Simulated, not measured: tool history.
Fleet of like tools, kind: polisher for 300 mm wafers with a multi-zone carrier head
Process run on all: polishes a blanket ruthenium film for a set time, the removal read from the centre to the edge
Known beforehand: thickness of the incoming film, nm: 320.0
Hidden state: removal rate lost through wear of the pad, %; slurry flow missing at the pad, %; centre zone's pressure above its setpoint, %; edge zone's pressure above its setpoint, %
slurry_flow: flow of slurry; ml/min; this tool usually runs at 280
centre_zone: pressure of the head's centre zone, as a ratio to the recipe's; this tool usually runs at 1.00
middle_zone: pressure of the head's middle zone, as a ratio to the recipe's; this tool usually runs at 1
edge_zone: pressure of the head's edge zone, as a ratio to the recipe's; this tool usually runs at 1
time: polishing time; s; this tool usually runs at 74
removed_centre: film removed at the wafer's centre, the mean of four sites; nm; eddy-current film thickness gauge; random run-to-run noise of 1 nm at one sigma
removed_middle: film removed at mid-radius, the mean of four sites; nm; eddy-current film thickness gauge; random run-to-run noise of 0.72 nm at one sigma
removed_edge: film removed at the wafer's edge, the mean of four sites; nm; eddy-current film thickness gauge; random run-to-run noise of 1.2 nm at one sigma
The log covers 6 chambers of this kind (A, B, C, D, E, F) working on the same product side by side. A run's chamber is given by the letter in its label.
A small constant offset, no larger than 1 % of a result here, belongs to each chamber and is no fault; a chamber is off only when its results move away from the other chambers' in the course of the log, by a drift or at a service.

run	hour	slurry_flow	centre_zone	middle_zone	edge_zone	time	wafers polished on this pad	hours since the slurry nozzle was cleaned	hours since the centre zone pressure was calibrated	hours since the edge zone pressure was calibrated	removed_centre	removed_middle	removed_edge
# hour 7.4: chamber E: worn pad replaced by a new one
1C	7.7	280	1.00	1	1	74	459	197.2	1065.1	357.3	82.297	84.039	82.126
2D	16.4	280	1.00	1	1	74	214	532.8	720.2	148.4	84.339	84.002	82.838
# hour 19.5: chamber C: slurry nozzle cleaned
# hour 22.6: chamber A: edge zone pressure recalibrated
3E	28.2	280	1.00	1	1	74	148	335.6	770.7	345.4	83.525	83.772	84.661
# hour 29.4: chamber B: slurry nozzle cleaned
# hour 32.0: chamber C: worn pad replaced by a new one
# hour 34.9: chamber B: centre zone pressure recalibrated
# hour 36.6: chamber F: worn pad replaced by a new one
# hour 37.4: chamber C: centre zone pressure recalibrated
4F	39.0	280	1.00	1	1	74	17	76.7	869.8	1255.8	82.544	84.026	85.399
5A	49.5	280	1.00	1	1	74	605	50.0	910.6	26.9	84.100	85.421	84.214
# hour 52.3: chamber B: worn pad replaced by a new one
6B	57.1	280	1.00	1	1	74	34	27.8	22.2	837.1	82.418	83.777	81.905
7C	66.8	280	1.00	1	1	74	248	47.4	29.5	416.4	84.259	83.714	83.519
# hour 76.8: chamber F: edge zone pressure recalibrated
8E	77.9	280	1.00	1	1	57	503	385.3	820.4	395.1	64.225	63.957	64.188
9A	89.4	280	1.00	1	1	57	890	89.9	950.5	66.8	64.896	64.239	65.322
10D	94.6	280	1.00	1	1	57	772	611.0	798.4	226.6	63.745	63.563	64.598
11B	103.2	280	1.00	1	1	57	363	73.9	68.3	883.2	64.696	65.576	62.142
# hour 104.6: chamber E: edge zone pressure recalibrated
12F	111.1	280	1.00	1	1	57	532	148.8	941.9	34.4	64.256	64.348	67.284
13A	119.5	280	1.00	1	1	57	1105	120.0	980.6	96.9	64.086	64.894	64.978
# hour 119.9: chamber D: worn pad replaced by a new one
# hour 124.0: chamber D: centre zone pressure recalibrated
14B	125.8	280	1.00	1	1	74	525	96.5	90.9	905.8	83.452	83.202	83.718
# hour 130.7: chamber C: worn pad replaced by a new one
15E	132.0	280	1.00	1	1	74	889	439.4	874.5	27.5	83.686	83.909	84.477
16D	137.8	280	1.00	1	1	74	128	654.2	13.8	269.8	84.618	83.018	83.843
# hour 141.0: chamber A: worn pad replaced by a new one
17F	143.3	280	0.96	1	1	74	762	181.0	974.1	66.6	81.723	84.092	84.321
18C	150.3	280	0.96	1	1	74	140	130.9	113.0	499.9	79.149	84.640	82.884
19F	161.6	280	0.96	1	1	74	892	199.3	992.4	84.9	79.682	84.356	83.680
20E	172.0	280	0.96	1	1	74	1175	479.4	914.5	67.5	79.777	84.091	84.358
21A	180.7	280	0.96	1	1	74	283	181.2	1041.8	158.1	80.291	84.711	84.871
22B	191.7	280	0.96	1	1	74	995	162.4	156.8	971.7	80.210	84.529	83.801
# hour 195.0: chamber F: worn pad replaced by a new one
# hour 196.0: chamber F: centre zone pressure recalibrated
23D	203.3	280	1.00	1	1	74	595	719.7	79.3	335.3	82.518	82.925	83.252
# hour 206.3: chamber E: worn pad replaced by a new one
# hour 212.5: chamber C: slurry nozzle cleaned
24C	212.7	280	1.00	1	1	74	586	0.3	175.4	562.3	83.555	82.960	82.249
25F	222.0	280	1.00	1	1	74	193	259.7	26.0	145.3	90.083	84.435	82.288
# hour 223.0: chamber B: slurry nozzle cleaned
# hour 226.4: chamber C: worn pad replaced by a new one
26B	232.5	280	1.09	1	1	98	1287	9.5	197.6	1012.5	123.860	112.070	109.480
# hour 233.9: chamber D: worn pad replaced by a new one
27A	238.0	280	1.09	1	1	98	693	238.5	1099.1	215.4	125.470	111.580	112.570
28D	243.3	280	1.09	1	1	98	67	759.7	119.3	375.3	123.050	111.210	107.790
29C	252.5	280	1.09	1	1	98	186	40.1	215.2	602.1	120.950	113.100	111.110
30E	260.3	280	1.09	1	1	98	386	567.7	1002.8	155.8	120.250	112.260	113.230
# hour 263.4: chamber D: edge zone pressure recalibrated
31C	266.3	280	1.09	1	1	98	285	53.9	229.0	615.9	123.140	111.030	111.220
# hour 273.8: chamber B: worn pad replaced by a new one
32E	277.0	280	1.00	1	1	88	505	584.4	1019.5	172.5	96.315	99.969	99.261
# hour 280.2: chamber B: edge zone pressure recalibrated
33B	286.1	280	1.00	1	1	88	88	63.1	251.2	5.9	99.723	100.070	98.073
34F	291.8	280	1.00	1	1	88	691	329.5	95.8	215.1	109.320	99.509	99.527
35D	302.3	280	1.00	1	1	88	488	818.7	178.3	39.0	101.400	101.120	100.640
36A	311.5	280	1.00	1	1	88	1217	312.0	1172.6	288.9	99.645	99.909	98.097
37D	317.5	280	1.00	1	1	88	597	833.9	193.5	54.2	100.560	100.420	99.223

Does one chamber stand apart from the rest, does the shared gauge drift, or is all well apart from small per-chamber offsets? Give the chamber and the most likely cause, where there is one.

A service on chamber F put it out of line with the rest.
Likeliest cause: centre zone's pressure above its setpoint, % = 8.44.

Chamber F could run next with any of the 4 candidate recipes listed below; each alters the usual settings, and their results appear as question marks. Which one brings its results back in line with what the other chambers deliver on the usual settings?
In line means no further than this from the other chambers' mean on the usual settings: removed_centre 3.500 nm; removed_middle 2.500 nm; removed_edge 4.300 nm
38F-1	325.9	280	1.02	1.00	1.00	74					?	?	?
38F-2	325.9	285	1.07	0.98	0.98	76					?	?	?
38F-3	325.9	275	0.93	1.02	1.02	72					?	?	?
38F-4	325.9	280	0.98	1.00	1.00	74					?	?	?

What the other chambers average on the usual settings: removed_centre 83.512 nm; removed_middle 83.660 nm; removed_edge 83.431 nm
run	removed_centre	removed_middle	removed_edge
38F-1	93.680	84.294	84.907
38F-2	101.470	85.114	86.418
38F-3	82.347	83.407	83.345
38F-4	89.734	84.315	84.907
The answer is 38F-3, which returns the chamber to within the allowed miss of the others.

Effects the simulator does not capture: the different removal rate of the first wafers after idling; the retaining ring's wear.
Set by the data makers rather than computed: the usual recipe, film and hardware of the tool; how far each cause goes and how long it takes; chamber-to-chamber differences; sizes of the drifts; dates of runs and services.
